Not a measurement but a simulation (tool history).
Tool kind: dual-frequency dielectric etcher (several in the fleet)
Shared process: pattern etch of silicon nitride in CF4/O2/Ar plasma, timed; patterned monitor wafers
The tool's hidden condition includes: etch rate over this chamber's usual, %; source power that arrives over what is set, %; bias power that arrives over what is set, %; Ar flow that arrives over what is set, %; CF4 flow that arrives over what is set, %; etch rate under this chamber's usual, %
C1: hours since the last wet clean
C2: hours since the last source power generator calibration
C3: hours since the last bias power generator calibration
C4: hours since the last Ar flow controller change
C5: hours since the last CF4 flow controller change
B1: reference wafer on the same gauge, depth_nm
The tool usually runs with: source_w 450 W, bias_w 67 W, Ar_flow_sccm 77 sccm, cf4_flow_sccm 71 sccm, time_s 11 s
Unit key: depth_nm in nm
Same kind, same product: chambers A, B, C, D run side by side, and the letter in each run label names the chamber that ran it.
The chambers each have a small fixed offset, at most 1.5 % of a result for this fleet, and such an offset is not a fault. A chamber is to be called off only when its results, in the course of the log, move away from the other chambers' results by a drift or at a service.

run 1D hour=9.7 | source_w=450 bias_w=67 Ar_flow_sccm=77 cf4_flow_sccm=71 time_s=11 | C1=515.2 C2=3093.0 C3=1262.0 C4=4300.0 C5=3215.1 | B1=18.502 | depth_nm=20.923
run 2A hour=17.2 | source_w=450 bias_w=67 Ar_flow_sccm=77 cf4_flow_sccm=71 time_s=11 | C1=433.2 C2=1709.0 C3=456.7 C4=3433.8 C5=2959.1 | B1=18.502 | depth_nm=21.133
run 3C hour=29.9 | source_w=450 bias_w=67 Ar_flow_sccm=77 cf4_flow_sccm=71 time_s=11 | C1=97.2 C2=3247.3 C3=4215.0 C4=2837.8 C5=3479.0 | B1=18.507 | depth_nm=21.087
run 4B hour=42.8 | source_w=450 bias_w=67 Ar_flow_sccm=77 cf4_flow_sccm=71 time_s=11 | C1=78.2 C2=2652.4 C3=2123.0 C4=914.2 C5=1171.6 | B1=18.517 | depth_nm=21.281
-- hour=44.9 chamber D: wet clean of the chamber
run 5D hour=56.2 | source_w=450 bias_w=67 Ar_flow_sccm=77 cf4_flow_sccm=71 time_s=11 | C1=11.4 C2=3139.5 C3=1308.5 C4=4346.5 C5=3261.6 | B1=18.518 | depth_nm=20.975
run 6C hour=63.5 | source_w=450 bias_w=67 Ar_flow_sccm=77 cf4_flow_sccm=71 time_s=11 | C1=130.8 C2=3280.9 C3=4248.6 C4=2871.4 C5=3512.6 | B1=18.509 | depth_nm=21.098
run 7B hour=78.3 | source_w=450 bias_w=67 Ar_flow_sccm=77 cf4_flow_sccm=71 time_s=11 | C1=113.7 C2=2687.9 C3=2158.5 C4=949.7 C5=1207.1 | B1=18.511 | depth_nm=21.288
run 8A hour=94.5 | source_w=450 bias_w=67 Ar_flow_sccm=77 cf4_flow_sccm=71 time_s=11 | C1=510.5 C2=1786.3 C3=534.0 C4=3511.1 C5=3036.4 | B1=18.525 | depth_nm=21.143
run 9A hour=109.4 | source_w=450 bias_w=67 Ar_flow_sccm=77 cf4_flow_sccm=71 time_s=11 | C1=525.4 C2=1801.2 C3=548.9 C4=3526.0 C5=3051.3 | B1=18.520 | depth_nm=21.242
run 10B hour=116.6 | source_w=450 bias_w=67 Ar_flow_sccm=77 cf4_flow_sccm=71 time_s=11 | C1=152.0 C2=2726.2 C3=2196.8 C4=988.0 C5=1245.4 | B1=18.529 | depth_nm=21.361
run 11C hour=126.7 | source_w=450 bias_w=67 Ar_flow_sccm=77 cf4_flow_sccm=71 time_s=11 | C1=194.0 C2=3344.1 C3=4311.8 C4=2934.6 C5=3575.8 | B1=18.531 | depth_nm=21.136
run 12D hour=136.2 | source_w=450 bias_w=67 Ar_flow_sccm=77 cf4_flow_sccm=71 time_s=11 | C1=91.4 C2=3219.5 C3=1388.5 C4=4426.5 C5=3341.6 | B1=18.528 | depth_nm=20.978
run 13C hour=151.3 | source_w=450 bias_w=67 Ar_flow_sccm=77 cf4_flow_sccm=71 time_s=11 | C1=218.6 C2=3368.7 C3=4336.4 C4=2959.2 C5=3600.4 | B1=18.537 | depth_nm=21.122
run 14D hour=160.7 | source_w=450 bias_w=67 Ar_flow_sccm=77 cf4_flow_sccm=71 time_s=11 | C1=115.9 C2=3244.0 C3=1413.0 C4=4451.0 C5=3366.1 | B1=18.546 | depth_nm=20.980
run 15A hour=168.7 | source_w=450 bias_w=67 Ar_flow_sccm=95 cf4_flow_sccm=71 time_s=11 | C1=584.7 C2=1860.5 C3=608.2 C4=3585.3 C5=3110.6 | B1=18.548 | depth_nm=20.720
run 16B hour=182.1 | source_w=450 bias_w=67 Ar_flow_sccm=95 cf4_flow_sccm=71 time_s=11 | C1=217.5 C2=2791.7 C3=2262.3 C4=1053.5 C5=1310.9 | B1=18.552 | depth_nm=20.807
run 17C hour=195.4 | source_w=450 bias_w=67 Ar_flow_sccm=95 cf4_flow_sccm=71 time_s=11 | C1=262.7 C2=3412.8 C3=4380.5 C4=3003.3 C5=3644.5 | B1=18.552 | depth_nm=20.656
run 18A hour=204.6 | source_w=450 bias_w=67 Ar_flow_sccm=95 cf4_flow_sccm=71 time_s=11 | C1=620.6 C2=1896.4 C3=644.1 C4=3621.2 C5=3146.5 | B1=18.554 | depth_nm=20.764
run 19B hour=213.9 | source_w=450 bias_w=67 Ar_flow_sccm=77 cf4_flow_sccm=71 time_s=11 | C1=249.3 C2=2823.5 C3=2294.1 C4=1085.3 C5=1342.7 | B1=18.553 | depth_nm=21.375
run 20D hour=223.2 | source_w=450 bias_w=67 Ar_flow_sccm=77 cf4_flow_sccm=71 time_s=11 | C1=178.4 C2=3306.5 C3=1475.5 C4=4513.5 C5=3428.6 | B1=18.556 | depth_nm=21.008
run 21B hour=238.4 | source_w=450 bias_w=67 Ar_flow_sccm=77 cf4_flow_sccm=82 time_s=11 | C1=273.8 C2=2848.0 C3=2318.6 C4=1109.8 C5=1367.2 | B1=18.555 | depth_nm=21.629
-- hour=242.6 chamber C: bias power generator calibrated
-- hour=246.1 chamber A: wet clean of the chamber
run 22A hour=249.9 | source_w=450 bias_w=67 Ar_flow_sccm=77 cf4_flow_sccm=82 time_s=11 | C1=3.9 C2=1941.7 C3=689.4 C4=3666.5 C5=3191.8 | B1=18.569 | depth_nm=21.542
run 23D hour=264.2 | source_w=450 bias_w=67 Ar_flow_sccm=77 cf4_flow_sccm=82 time_s=11 | C1=219.4 C2=3347.5 C3=1516.5 C4=4554.5 C5=3469.6 | B1=18.566 | depth_nm=21.396
run 24C hour=279.2 | source_w=450 bias_w=67 Ar_flow_sccm=77 cf4_flow_sccm=82 time_s=11 | C1=346.5 C2=3496.6 C3=36.6 C4=3087.1 C5=3728.3 | B1=18.569 | depth_nm=21.551
run 25B hour=291.2 | source_w=450 bias_w=67 Ar_flow_sccm=77 cf4_flow_sccm=71 time_s=11 | C1=326.6 C2=2900.8 C3=2371.4 C4=1162.6 C5=1420.0 | B1=18.570 | depth_nm=21.366
run 26C hour=304.7 | source_w=450 bias_w=67 Ar_flow_sccm=77 cf4_flow_sccm=71 time_s=11 | C1=372.0 C2=3522.1 C3=62.1 C4=3112.6 C5=3753.8 | B1=18.572 | depth_nm=21.193
run 27A hour=315.7 | source_w=450 bias_w=58 Ar_flow_sccm=77 cf4_flow_sccm=71 time_s=11 | C1=69.7 C2=2007.5 C3=755.2 C4=3732.3 C5=3257.6 | B1=18.577 | depth_nm=20.060
run 28D hour=323.5 | source_w=450 bias_w=58 Ar_flow_sccm=77 cf4_flow_sccm=71 time_s=11 | C1=278.7 C2=3406.8 C3=1575.8 C4=4613.8 C5=3528.9 | B1=18.584 | depth_nm=19.895
run 29D hour=334.7 | source_w=450 bias_w=58 Ar_flow_sccm=77 cf4_flow_sccm=71 time_s=11 | C1=289.9 C2=3418.0 C3=1587.0 C4=4625.0 C5=3540.1 | B1=18.583 | depth_nm=19.882
run 30C hour=342.5 | source_w=450 bias_w=58 Ar_flow_sccm=77 cf4_flow_sccm=71 time_s=11 | C1=409.8 C2=3559.9 C3=99.9 C4=3150.4 C5=3791.6 | B1=18.584 | depth_nm=20.023
run 31A hour=349.6 | source_w=450 bias_w=67 Ar_flow_sccm=77 cf4_flow_sccm=71 time_s=11 | C1=103.6 C2=2041.4 C3=789.1 C4=3766.2 C5=3291.5 | B1=18.593 | depth_nm=21.302
-- hour=352.6 chamber D: Ar flow controller replaced
run 32B hour=358.3 | source_w=450 bias_w=67 Ar_flow_sccm=77 cf4_flow_sccm=71 time_s=11 | C1=393.7 C2=2967.9 C3=2438.5 C4=1229.7 C5=1487.1 | B1=18.595 | depth_nm=21.373
run 33C hour=367.2 | source_w=450 bias_w=67 Ar_flow_sccm=77 cf4_flow_sccm=71 time_s=11 | C1=434.5 C2=3584.6 C3=124.6 C4=3175.1 C5=3816.3 | B1=18.594 | depth_nm=21.243
run 34D hour=375.2 | source_w=450 bias_w=75 Ar_flow_sccm=91 cf4_flow_sccm=71 time_s=11 | C1=330.4 C2=3458.5 C3=1627.5 C4=22.6 C5=3580.6 | B1=18.599 | depth_nm=21.656
run 35A hour=388.1 | source_w=450 bias_w=75 Ar_flow_sccm=91 cf4_flow_sccm=71 time_s=11 | C1=142.1 C2=2079.9 C3=827.6 C4=3804.7 C5=3330.0 | B1=18.598 | depth_nm=21.888
run 36B hour=400.0 | source_w=450 bias_w=75 Ar_flow_sccm=91 cf4_flow_sccm=71 time_s=11 | C1=435.4 C2=3009.6 C3=2480.2 C4=1271.4 C5=1528.8 | B1=18.604 | depth_nm=21.992
run 37A hour=410.4 | source_w=450 bias_w=75 Ar_flow_sccm=91 cf4_flow_sccm=71 time_s=11 | C1=164.4 C2=2102.2 C3=849.9 C4=3827.0 C5=3352.3 | B1=18.602 | depth_nm=21.900
run 38B hour=424.1 | source_w=450 bias_w=67 Ar_flow_sccm=77 cf4_flow_sccm=71 time_s=11 | C1=459.5 C2=3033.7 C3=2504.3 C4=1295.5 C5=1552.9 | B1=18.607 | depth_nm=21.376
run 39D hour=437.9 | source_w=450 bias_w=67 Ar_flow_sccm=77 cf4_flow_sccm=71 time_s=11 | C1=393.1 C2=3521.2 C3=1690.2 C4=85.3 C5=3643.3 | B1=18.607 | depth_nm=20.978
-- hour=444.5 chamber C: wet clean of the chamber
run 40C hour=445.7 | source_w=450 bias_w=67 Ar_flow_sccm=77 cf4_flow_sccm=71 time_s=11 | C1=1.3 C2=3663.1 C3=203.1 C4=3253.6 C5=3894.8 | B1=18.618 | depth_nm=21.197
run 41D hour=455.8 | source_w=450 bias_w=67 Ar_flow_sccm=77 cf4_flow_sccm=71 time_s=11 | C1=411.0 C2=3539.1 C3=1708.1 C4=103.2 C5=3661.2 | B1=18.623 | depth_nm=21.064
run 42B hour=466.6 | source_w=450 bias_w=67 Ar_flow_sccm=77 cf4_flow_sccm=71 time_s=11 | C1=502.0 C2=3076.2 C3=2546.8 C4=1338.0 C5=1595.4 | B1=18.623 | depth_nm=21.411
-- hour=468.7 chamber A: CF4 flow controller replaced
run 43A hour=482.9 | source_w=450 bias_w=67 Ar_flow_sccm=77 cf4_flow_sccm=71 time_s=11 | C1=236.9 C2=2174.7 C3=922.4 C4=3899.5 C5=14.2 | B1=18.625 | depth_nm=21.321

Decide between three cases: one chamber stands off from its peers, the gauge reading all wafers drifts, or nothing is wrong past each chamber's small offset. Where a chamber is off, say which and what most likely put it there.

The gauge drifts, so all chambers seem to drift together. No chamber is off.
What lies behind it: gauge reads high (%) = 0.682.

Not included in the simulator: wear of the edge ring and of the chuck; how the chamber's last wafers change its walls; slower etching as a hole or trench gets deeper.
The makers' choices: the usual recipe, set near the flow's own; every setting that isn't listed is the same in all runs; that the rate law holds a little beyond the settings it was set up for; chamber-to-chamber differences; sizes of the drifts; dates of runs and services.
